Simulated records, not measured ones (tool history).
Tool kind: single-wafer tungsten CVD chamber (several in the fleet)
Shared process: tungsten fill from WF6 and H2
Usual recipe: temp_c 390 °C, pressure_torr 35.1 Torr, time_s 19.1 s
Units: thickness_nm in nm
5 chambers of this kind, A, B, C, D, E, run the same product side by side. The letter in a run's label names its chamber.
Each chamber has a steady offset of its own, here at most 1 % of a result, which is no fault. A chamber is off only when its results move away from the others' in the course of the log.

run,hour,temp_c,pressure_torr,time_s,hours since the last thermocouple change,hours since the last manometer calibration,"read-back reference wafer on the same gauge, thickness_nm",thickness_nm
1B,7.7,390,35.1,19.1,654.3,367.3,52.307,49.720
2E,16.1,390,35.1,19.1,1530.2,170.6,52.237,50.132
3D,25.8,390,35.1,19.1,2114.4,1261.9,52.280,49.693
4C,31.6,390,35.1,19.1,59.0,417.6,52.251,49.080
5A,39.3,390,35.1,19.1,1286.4,337.1,52.262,50.062
6C,44.9,390,35.1,19.1,72.3,430.9,52.281,49.345
7A,49.9,390,35.1,21.8,1297.0,347.7,52.243,56.647
8E,59.1,390,35.1,21.8,1573.2,213.6,52.390,57.301
9B,64.1,390,35.1,21.8,710.7,423.7,52.330,56.921
10D,72.2,390,35.1,21.8,2160.8,1308.3,52.259,56.602
11B,81.0,390,35.1,21.8,727.6,440.6,52.347,56.764
12E,89.1,404,42.3,19.1,1603.2,243.6,52.328,70.945
13A,98.9,404,42.3,19.1,1346.0,396.7,52.343,69.000
14C,109.3,404,42.3,19.1,136.7,495.3,52.393,69.710
15D,117.5,404,42.3,19.1,2206.1,1353.6,52.313,70.376
16C,125.3,404,42.3,19.1,152.7,511.3,52.278,70.381
17B,131.7,390,35.1,19.1,778.3,491.3,52.309,49.921
18A,141.6,390,35.1,19.1,1388.7,439.4,52.269,48.992
19E,146.9,390,35.1,19.1,1661.0,301.4,52.257,49.519
20D,154.7,390,35.1,19.1,2243.3,1390.8,52.349,49.409
21C,160.2,390,35.1,19.1,187.6,546.2,52.254,49.603
22A,169.4,390,35.1,19.1,1416.5,467.2,52.273,49.388
23E,174.7,390,35.1,19.1,1688.8,329.2,52.309,49.744
# hour 183.2: chamber D: thermocouple changed; heater temperature recalibrated
24B,184.3,390,35.1,19.1,830.9,543.9,52.304,49.707
25D,194.6,390,35.1,16.2,11.5,1430.7,52.256,41.964
26E,204.6,390,35.1,16.2,1718.7,359.1,52.269,42.528
27C,212.2,390,35.1,16.2,239.6,598.2,52.253,41.897
28B,220.4,390,35.1,16.2,867.0,580.0,52.298,42.525
29D,227.3,390,35.1,16.2,44.2,1463.4,52.346,41.761
30A,237.6,390,40.3,18.0,1484.7,535.4,52.195,49.990
31E,248.5,390,40.3,18.0,1762.6,403.0,52.292,49.953
32B,254.5,390,40.3,18.0,901.1,614.1,52.298,50.171

All chambers now run identical settings, listed one chamber a line with results as question marks. What results will each chamber show?
33A,262.4,401,35.1,19.1,,,,?
33B,262.4,401,35.1,19.1,,,,?
33C,262.4,401,35.1,19.1,,,,?
33D,262.4,401,35.1,19.1,,,,?
33E,262.4,401,35.1,19.1,,,,?

run,thickness_nm
33A,60.833
33B,60.942
33C,61.687
33D,61.415
33E,61.485
